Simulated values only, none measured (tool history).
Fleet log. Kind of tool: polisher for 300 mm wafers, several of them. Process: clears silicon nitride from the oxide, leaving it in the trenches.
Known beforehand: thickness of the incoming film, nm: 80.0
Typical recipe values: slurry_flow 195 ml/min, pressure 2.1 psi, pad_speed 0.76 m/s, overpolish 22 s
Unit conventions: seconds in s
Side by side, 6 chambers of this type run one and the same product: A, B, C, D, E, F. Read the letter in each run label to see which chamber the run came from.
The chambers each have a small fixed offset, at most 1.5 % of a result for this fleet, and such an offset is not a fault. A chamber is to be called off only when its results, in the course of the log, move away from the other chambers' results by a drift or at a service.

{"hour": 0.1, "done": "chamber D: worn pad replaced by a new one"}
{"hour": 1.9, "done": "chamber E: worn pad replaced by a new one"}
{"run": "1A", "hour": 10.7, "slurry_flow": 195, "pressure": 2.1, "pad_speed": 0.76, "overpolish": 22, "seconds": 153.23}
{"run": "2E", "hour": 18.9, "slurry_flow": 195, "pressure": 2.1, "pad_speed": 0.76, "overpolish": 22, "seconds": 149.12}
{"hour": 20.1, "done": "chamber A: slurry nozzle cleaned"}
{"run": "3F", "hour": 25.0, "slurry_flow": 195, "pressure": 2.1, "pad_speed": 0.76, "overpolish": 22, "seconds": 154.6}
{"hour": 28.8, "done": "chamber F: worn pad replaced by a new one"}
{"run": "4B", "hour": 30.8, "slurry_flow": 195, "pressure": 2.1, "pad_speed": 0.76, "overpolish": 22, "seconds": 150.6}
{"run": "5D", "hour": 37.7, "slurry_flow": 195, "pressure": 2.1, "pad_speed": 0.76, "overpolish": 22, "seconds": 156.41}
{"hour": 44.0, "done": "chamber B: head pressure recalibrated"}
{"run": "6C", "hour": 48.6, "slurry_flow": 195, "pressure": 2.1, "pad_speed": 0.76, "overpolish": 22, "seconds": 151.76}
{"hour": 53.7, "done": "chamber A: worn pad replaced by a new one"}
{"run": "7A", "hour": 57.5, "slurry_flow": 195, "pressure": 2.1, "pad_speed": 0.76, "overpolish": 22, "seconds": 154.29}
{"hour": 66.5, "done": "chamber D: worn pad replaced by a new one"}
{"run": "8D", "hour": 68.2, "slurry_flow": 195, "pressure": 2.1, "pad_speed": 0.76, "overpolish": 22, "seconds": 156.88}
{"hour": 72.6, "done": "chamber B: worn pad replaced by a new one"}
{"run": "9F", "hour": 78.8, "slurry_flow": 195, "pressure": 2.1, "pad_speed": 0.76, "overpolish": 22, "seconds": 150.0}
{"hour": 80.6, "done": "chamber D: slurry nozzle cleaned"}
{"run": "10B", "hour": 89.0, "slurry_flow": 195, "pressure": 2.1, "pad_speed": 0.76, "overpolish": 22, "seconds": 153.74}
{"hour": 89.5, "done": "chamber C: worn pad replaced by a new one"}
{"hour": 99.3, "done": "chamber B: slurry nozzle cleaned"}
{"run": "11E", "hour": 99.4, "slurry_flow": 195, "pressure": 2.1, "pad_speed": 0.76, "overpolish": 22, "seconds": 154.81}
{"hour": 102.0, "done": "chamber E: worn pad replaced by a new one"}
{"run": "12C", "hour": 108.3, "slurry_flow": 195, "pressure": 2.1, "pad_speed": 0.76, "overpolish": 22, "seconds": 149.13}
{"run": "13D", "hour": 119.4, "slurry_flow": 195, "pressure": 2.1, "pad_speed": 0.76, "overpolish": 22, "seconds": 155.03}
{"run": "14F", "hour": 125.4, "slurry_flow": 195, "pressure": 2.1, "pad_speed": 0.76, "overpolish": 22, "seconds": 151.13}
{"hour": 128.6, "done": "chamber F: head pressure recalibrated"}
{"hour": 130.4, "done": "chamber D: worn pad replaced by a new one"}
{"run": "15C", "hour": 135.2, "slurry_flow": 195, "pressure": 2.1, "pad_speed": 0.76, "overpolish": 22, "seconds": 151.94}
{"hour": 138.5, "done": "chamber F: worn pad replaced by a new one"}
{"hour": 140.1, "done": "chamber A: worn pad replaced by a new one"}
{"hour": 143.3, "done": "chamber B: worn pad replaced by a new one"}
{"run": "16E", "hour": 145.4, "slurry_flow": 195, "pressure": 2.1, "pad_speed": 0.76, "overpolish": 22, "seconds": 157.12}
{"run": "17A", "hour": 152.7, "slurry_flow": 195, "pressure": 2.1, "pad_speed": 0.76, "overpolish": 22, "seconds": 151.99}
{"run": "18B", "hour": 163.1, "slurry_flow": 195, "pressure": 2.1, "pad_speed": 0.76, "overpolish": 22, "seconds": 157.88}
{"run": "19D", "hour": 168.9, "slurry_flow": 195, "pressure": 2.1, "pad_speed": 0.84, "overpolish": 22, "seconds": 139.32}
{"hour": 169.4, "done": "chamber C: slurry nozzle cleaned"}
{"run": "20B", "hour": 176.7, "slurry_flow": 195, "pressure": 2.1, "pad_speed": 0.84, "overpolish": 22, "seconds": 137.56}
{"run": "21F", "hour": 187.0, "slurry_flow": 195, "pressure": 2.1, "pad_speed": 0.84, "overpolish": 22, "seconds": 142.15}
{"hour": 189.8, "done": "chamber E: slurry nozzle cleaned"}
{"run": "22E", "hour": 194.0, "slurry_flow": 195, "pressure": 2.1, "pad_speed": 0.84, "overpolish": 22, "seconds": 142.72}
{"run": "23C", "hour": 204.1, "slurry_flow": 195, "pressure": 2.1, "pad_speed": 0.84, "overpolish": 22, "seconds": 141.75}
{"hour": 209.6, "done": "chamber D: worn pad replaced by a new one"}
{"hour": 213.5, "done": "chamber A: worn pad replaced by a new one"}
{"run": "24A", "hour": 215.4, "slurry_flow": 195, "pressure": 2.1, "pad_speed": 0.84, "overpolish": 22, "seconds": 140.52}
{"hour": 218.4, "done": "chamber E: worn pad replaced by a new one"}
{"run": "25E", "hour": 221.6, "slurry_flow": 195, "pressure": 2.1, "pad_speed": 0.76, "overpolish": 22, "seconds": 150.43}
{"hour": 223.9, "done": "chamber B: worn pad replaced by a new one"}
{"run": "26A", "hour": 233.2, "slurry_flow": 195, "pressure": 2.1, "pad_speed": 0.76, "overpolish": 22, "seconds": 153.67}
{"hour": 243.6, "done": "chamber C: worn pad replaced by a new one"}
{"run": "27F", "hour": 244.1, "slurry_flow": 195, "pressure": 2.1, "pad_speed": 0.76, "overpolish": 22, "seconds": 157.99}
{"run": "28B", "hour": 249.5, "slurry_flow": 230, "pressure": 2.1, "pad_speed": 0.76, "overpolish": 22, "seconds": 149.38}
{"run": "29D", "hour": 254.9, "slurry_flow": 230, "pressure": 2.1, "pad_speed": 0.76, "overpolish": 22, "seconds": 152.71}
{"run": "30C", "hour": 261.9, "slurry_flow": 230, "pressure": 2.1, "pad_speed": 0.76, "overpolish": 22, "seconds": 146.83}
{"hour": 266.9, "done": "chamber F: worn pad replaced by a new one"}
{"run": "31F", "hour": 268.2, "slurry_flow": 230, "pressure": 2.1, "pad_speed": 0.76, "overpolish": 22, "seconds": 149.5}
{"hour": 275.8, "done": "chamber D: worn pad replaced by a new one"}
{"run": "32D", "hour": 277.6, "slurry_flow": 230, "pressure": 2.1, "pad_speed": 0.76, "overpolish": 22, "seconds": 154.29}
{"hour": 281.8, "done": "chamber A: worn pad replaced by a new one"}
{"run": "33C", "hour": 282.9, "slurry_flow": 230, "pressure": 2.1, "pad_speed": 0.76, "overpolish": 22, "seconds": 149.65}
{"run": "34A", "hour": 290.2, "slurry_flow": 195, "pressure": 2.1, "pad_speed": 0.76, "overpolish": 22, "seconds": 153.14}
{"hour": 291.6, "done": "chamber A: slurry nozzle cleaned"}
{"run": "35B", "hour": 298.6, "slurry_flow": 195, "pressure": 2.1, "pad_speed": 0.76, "overpolish": 22, "seconds": 151.67}
{"hour": 300.9, "done": "chamber B: worn pad replaced by a new one"}
{"hour": 307.1, "done": "chamber D: head pressure recalibrated"}
{"run": "36E", "hour": 307.6, "slurry_flow": 195, "pressure": 2.1, "pad_speed": 0.76, "overpolish": 22, "seconds": 150.74}
{"run": "37F", "hour": 313.0, "slurry_flow": 195, "pressure": 2.1, "pad_speed": 0.76, "overpolish": 22, "seconds": 150.13}
{"hour": 319.6, "done": "chamber B: slurry nozzle cleaned"}
{"run": "38B", "hour": 322.3, "slurry_flow": 195, "pressure": 2.1, "pad_speed": 0.76, "overpolish": 22, "seconds": 150.85}
{"run": "39D", "hour": 333.3, "slurry_flow": 195, "pressure": 2.1, "pad_speed": 0.76, "overpolish": 22, "seconds": 155.77}
{"hour": 336.4, "done": "chamber E: worn pad replaced by a new one"}
{"run": "40E", "hour": 338.9, "slurry_flow": 195, "pressure": 2.1, "pad_speed": 0.76, "overpolish": 22, "seconds": 151.46}
{"run": "41C", "hour": 350.1, "slurry_flow": 195, "pressure": 2.1, "pad_speed": 0.76, "overpolish": 22, "seconds": 151.9}
{"hour": 359.0, "done": "chamber A: worn pad replaced by a new one"}
{"run": "42A", "hour": 360.6, "slurry_flow": 195, "pressure": 2.1, "pad_speed": 0.76, "overpolish": 22, "seconds": 153.75}

Read the log: is a single chamber off, either drifting away or since a service, is the gauge that measures every chamber drifting, or is nothing wrong beyond small per-chamber offsets? Name any odd chamber and what most likely caused it.

The fleet is healthy, with each chamber sitting at its usual small offset and no drift in the gauge.
